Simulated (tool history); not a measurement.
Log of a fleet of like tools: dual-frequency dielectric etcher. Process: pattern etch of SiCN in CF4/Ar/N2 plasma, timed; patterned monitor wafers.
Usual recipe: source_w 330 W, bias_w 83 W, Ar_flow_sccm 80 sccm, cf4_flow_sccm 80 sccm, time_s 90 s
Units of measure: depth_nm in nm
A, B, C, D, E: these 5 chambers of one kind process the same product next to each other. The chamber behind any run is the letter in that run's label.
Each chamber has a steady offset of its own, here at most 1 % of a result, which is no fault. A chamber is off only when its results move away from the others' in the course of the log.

run,hour,source_w,bias_w,Ar_flow_sccm,cf4_flow_sccm,time_s,hours since the last wet clean,hours since the last source power generator calibration,hours since the last bias power generator calibration,hours since the last Ar flow controller change,hours since the last CF4 flow controller change,"read-back reference wafer on the same gauge, depth_nm",depth_nm
1C,4.7,330,83,80,80,90,39.8,2104.8,2364.7,3247,1368.8,77.877,65.041
2E,11.2,330,83,80,80,90,97.8,333.3,3053.7,1113.4,1448.1,77.887,65.02
3B,20.9,330,83,80,80,90,315.1,289.8,2242.2,473.1,4481.8,77.973,65.106
# hour 28.9: chamber D: bias power generator calibrated
4A,29.3,330,83,80,80,90,335.3,1315.6,555.1,3295.5,2170.3,77.96,64.837
5D,33.9,330,83,80,80,90,291.3,719.9,5,1633,186.1,77.968,65.701
6B,43.2,330,83,80,80,90,337.4,312.1,2264.5,495.4,4504.1,77.976,65.077
7E,47.5,330,83,80,80,90,134.1,369.6,3090,1149.7,1484.4,77.964,65.203
8A,55.6,330,70,80,80,90,361.6,1341.9,581.4,3321.8,2196.6,77.992,61.077
9D,61.2,330,70,80,80,90,318.6,747.2,32.3,1660.3,213.4,78.025,61.866
10C,68.4,330,70,80,80,90,103.5,2168.5,2428.4,3310.7,1432.5,78.009,61.593
11E,77.8,330,70,80,80,90,164.4,399.9,3120.3,1180,1514.7,78.068,61.471
12B,84.6,330,70,80,80,90,378.8,353.5,2305.9,536.8,4545.5,78.094,61.485
13D,90.5,330,83,80,80,90,347.9,776.5,61.6,1689.6,242.7,78.069,65.62
# hour 96.6: chamber B: bias power generator calibrated
14C,98.5,330,83,80,80,90,133.6,2198.6,2458.5,3340.8,1462.6,78.085,65.186
15A,103.9,330,83,80,80,90,409.9,1390.2,629.7,3370.1,2244.9,78.09,64.884
16A,113.5,330,83,80,80,90,419.5,1399.8,639.3,3379.7,2254.5,78.109,64.955
17C,122.3,330,83,80,80,90,157.4,2222.4,2482.3,3364.6,1486.4,78.128,65.294
18E,130.6,330,83,80,80,90,217.2,452.7,3173.1,1232.8,1567.5,78.176,64.919
# hour 134.4: chamber B: CF4 flow controller replaced
19B,136.1,330,83,80,80,90,430.3,405,39.6,588.3,1.8,78.159,65.334
20D,145.1,330,83,80,80,90,402.5,831.1,116.2,1744.2,297.3,78.129,65.824
21B,151.8,330,83,80,80,90,446,420.7,55.3,604,17.5,78.192,65.15
22A,160.6,400,83,80,80,75.5,466.6,1446.9,686.4,3426.8,2301.6,78.197,64.676
23D,165.1,400,83,80,80,75.5,422.5,851.1,136.2,1764.2,317.3,78.149,65.325
24C,174.7,400,83,80,80,75.5,209.8,2274.8,2534.7,3417,1538.8,78.232,64.74
# hour 180.9: chamber A: wet clean of the chamber
25E,182.5,400,83,80,80,75.5,269.1,504.6,3225,1284.7,1619.4,78.231,64.883
26E,191.8,400,83,80,80,75.5,278.4,513.9,3234.3,1294,1628.7,78.252,64.793
27A,199.2,330,83,80,80,90,18.4,1485.5,725,3465.4,2340.2,78.24,65.16
28B,207.7,330,70,80,80,90,501.9,476.6,111.2,659.9,73.4,78.307,61.536
29C,217.1,330,70,80,80,90,252.2,2317.2,2577.1,3459.4,1581.2,78.323,61.911
30D,224.3,330,70,80,80,90,481.7,910.3,195.4,1823.4,376.5,78.319,62.318
31D,233.9,330,70,80,80,90,491.3,919.9,205,1833,386.1,78.331,62.208
32C,240.5,330,70,80,80,90,275.6,2340.6,2600.5,3482.8,1604.6,78.308,61.825
33A,246.2,330,83,80,80,90,65.4,1532.5,772,3512.4,2387.2,78.374,65.103
34B,251.5,330,83,80,80,90,545.7,520.4,155,703.7,117.2,78.37,65.301
35E,257,330,83,80,80,90,343.6,579.1,3299.5,1359.2,1693.9,78.397,65.241
# hour 258.5: chamber D: wet clean of the chamber
36C,261.4,330,67,80,89,90,296.5,2361.5,2621.4,3503.7,1625.5,78.406,61.718
# hour 266.9: chamber B: wet clean of the chamber
37D,270.9,330,67,80,89,90,12.5,956.9,242,1870,423.1,78.403,62.182
38E,280.1,330,67,80,89,90,366.7,602.2,3322.6,1382.3,1717,78.433,61.794
39A,284.9,330,67,80,89,90,104.1,1571.2,810.7,3551.1,2425.9,78.434,61.595
40B,293,330,67,80,89,90,26.1,561.9,196.5,745.2,158.7,78.445,61.673

Next, every chamber runs the same settings. What will each give?
41A,299.9,330,83,80,80,90,,,,,,,?
41B,299.9,330,83,80,80,90,,,,,,,?
41C,299.9,330,83,80,80,90,,,,,,,?
41D,299.9,330,83,80,80,90,,,,,,,?
41E,299.9,330,83,80,80,90,,,,,,,?

run,depth_nm
41A,65.312
41B,65.55
41C,65.374
41D,66.005
41E,65.281

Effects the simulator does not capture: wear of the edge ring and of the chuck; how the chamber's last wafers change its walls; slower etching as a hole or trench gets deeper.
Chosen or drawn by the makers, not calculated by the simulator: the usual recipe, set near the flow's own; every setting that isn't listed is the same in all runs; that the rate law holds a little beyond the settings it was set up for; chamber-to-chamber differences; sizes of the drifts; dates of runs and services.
